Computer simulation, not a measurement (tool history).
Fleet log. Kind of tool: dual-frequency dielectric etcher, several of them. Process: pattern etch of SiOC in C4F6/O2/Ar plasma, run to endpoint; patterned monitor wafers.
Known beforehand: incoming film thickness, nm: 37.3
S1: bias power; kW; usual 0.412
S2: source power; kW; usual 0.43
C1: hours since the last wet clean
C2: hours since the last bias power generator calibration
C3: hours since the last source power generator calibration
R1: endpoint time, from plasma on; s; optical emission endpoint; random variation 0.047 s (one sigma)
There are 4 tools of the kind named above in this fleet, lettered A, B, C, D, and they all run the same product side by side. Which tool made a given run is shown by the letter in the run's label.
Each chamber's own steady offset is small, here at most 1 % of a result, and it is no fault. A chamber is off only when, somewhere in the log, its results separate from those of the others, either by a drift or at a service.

run 1B hour=2.8 | S1=0.412 S2=0.43 | C1=202.9 C2=1016 C3=1099.5 | R1=13.143
run 2A hour=6 | S1=0.412 S2=0.43 | C1=145.1 C2=1773.6 C3=1674.7 | R1=13.167
run 3D hour=11.4 | S1=0.412 S2=0.43 | C1=16.7 C2=2125 C3=1340.5 | R1=13.255
run 4C hour=14.9 | S1=0.412 S2=0.43 | C1=392.6 C2=138.9 C3=2236.1 | R1=13.068
run 5D hour=17.9 | S1=0.412 S2=0.43 | C1=23.2 C2=2131.5 C3=1347 | R1=13.197
run 6A hour=22.6 | S1=0.412 S2=0.43 | C1=161.7 C2=1790.2 C3=1691.3 | R1=13.137
run 7B hour=27.9 | S1=0.412 S2=0.43 | C1=228 C2=1041.1 C3=1124.6 | R1=13.125
run 8C hour=31.9 | S1=0.412 S2=0.43 | C1=409.6 C2=155.9 C3=2253.1 | R1=13.07
run 9A hour=37.5 | S1=0.412 S2=0.43 | C1=176.6 C2=1805.1 C3=1706.2 | R1=13.121
run 10C hour=40.3 | S1=0.412 S2=0.43 | C1=418 C2=164.3 C3=2261.5 | R1=13.136
run 11B hour=43.3 | S1=0.412 S2=0.43 | C1=243.4 C2=1056.5 C3=1140 | R1=13.217
run 12D hour=46 | S1=0.412 S2=0.43 | C1=51.3 C2=2159.6 C3=1375.1 | R1=13.28
run 13D hour=51 | S1=0.412 S2=0.43 | C1=56.3 C2=2164.6 C3=1380.1 | R1=13.225
run 14B hour=54.2 | S1=0.412 S2=0.47 | C1=254.3 C2=1067.4 C3=1150.9 | R1=12.779
run 15A hour=56.6 | S1=0.412 S2=0.47 | C1=195.7 C2=1824.2 C3=1725.3 | R1=12.727
run 16C hour=59.4 | S1=0.412 S2=0.47 | C1=437.1 C2=183.4 C3=2280.6 | R1=12.741
run 17A hour=62.2 | S1=0.412 S2=0.47 | C1=201.3 C2=1829.8 C3=1730.9 | R1=12.693
run 18D hour=65.9 | S1=0.448 S2=0.43 | C1=71.2 C2=2179.5 C3=1395 | R1=12.793
run 19C hour=68.3 | S1=0.448 S2=0.43 | C1=446 C2=192.3 C3=2289.5 | R1=12.714
run 20B hour=72.8 | S1=0.448 S2=0.43 | C1=272.9 C2=1086 C3=1169.5 | R1=12.785
-- hour=76 chamber C: wet clean of the chamber
run 21D hour=77.7 | S1=0.448 S2=0.43 | C1=83 C2=2191.3 C3=1406.8 | R1=12.784
run 22B hour=81.1 | S1=0.412 S2=0.43 | C1=281.2 C2=1094.3 C3=1177.8 | R1=13.11
run 23C hour=84.7 | S1=0.412 S2=0.43 | C1=8.8 C2=208.7 C3=2305.9 | R1=12.735
run 24A hour=87.8 | S1=0.412 S2=0.43 | C1=226.9 C2=1855.4 C3=1756.5 | R1=13.05
run 25B hour=91.9 | S1=0.412 S2=0.43 | C1=292 C2=1105.1 C3=1188.6 | R1=13.159
run 26C hour=96.3 | S1=0.412 S2=0.43 | C1=20.4 C2=220.3 C3=2317.5 | R1=12.738
run 27D hour=98.9 | S1=0.412 S2=0.43 | C1=104.2 C2=2212.5 C3=1428 | R1=13.204
run 28A hour=101.8 | S1=0.412 S2=0.43 | C1=240.9 C2=1869.4 C3=1770.5 | R1=13.085
run 29D hour=106.2 | S1=0.412 S2=0.43 | C1=111.5 C2=2219.8 C3=1435.3 | R1=13.125
run 30B hour=109.3 | S1=0.412 S2=0.43 | C1=309.4 C2=1122.5 C3=1206 | R1=13.216
run 31A hour=111.7 | S1=0.412 S2=0.43 | C1=250.8 C2=1879.3 C3=1780.4 | R1=13.171
run 32C hour=116.2 | S1=0.412 S2=0.43 | C1=40.3 C2=240.2 C3=2337.4 | R1=12.711
run 33C hour=120 | S1=0.412 S2=0.43 | C1=44.1 C2=244 C3=2341.2 | R1=12.762
run 34B hour=125.4 | S1=0.444 S2=0.43 | C1=325.5 C2=1138.6 C3=1222.1 | R1=12.779
run 35A hour=128.3 | S1=0.444 S2=0.43 | C1=267.4 C2=1895.9 C3=1797 | R1=12.728
run 36D hour=133.3 | S1=0.444 S2=0.43 | C1=138.6 C2=2246.9 C3=1462.4 | R1=12.92
run 37B hour=138.3 | S1=0.444 S2=0.43 | C1=338.4 C2=1151.5 C3=1235 | R1=12.76
run 38D hour=141.5 | S1=0.412 S2=0.43 | C1=146.8 C2=2255.1 C3=1470.6 | R1=13.274
run 39A hour=145.1 | S1=0.412 S2=0.43 | C1=284.2 C2=1912.7 C3=1813.8 | R1=12.968

Read the log: is a single chamber off, either drifting away or since a service, is the gauge that measures every chamber drifting, or is nothing wrong beyond small per-chamber offsets? Name any odd chamber and what most likely caused it.

A service on chamber C put it out of line with the rest.
Cause: etch rate over this chamber's usual, % = 2.9.

Below are 4 candidate recipes for chamber C's next run, each the usual settings with a change, their results shown as question marks. Which of them brings C's results back in line with what the other chambers give on the usual settings?
In line means no further than this from the other chambers' mean on the usual settings: R1 0.16 s
run 40C-1 hour=149.1 | S1=0.412 S2=0.39 | R1=?
run 40C-2 hour=149.1 | S1=0.412 S2=0.42 | R1=?
run 40C-3 hour=149.1 | S1=0.429 S2=0.45 | R1=?
run 40C-4 hour=149.1 | S1=0.417 S2=0.44 | R1=?

On the usual settings, the other chambers give on average: R1 13.149 s
run=40C-1 R1=13.197
run=40C-2 R1=12.843
run=40C-3 R1=12.34
run=40C-4 R1=12.571
The right change is 40C-1: it brings the chamber back within the allowed miss of the others.
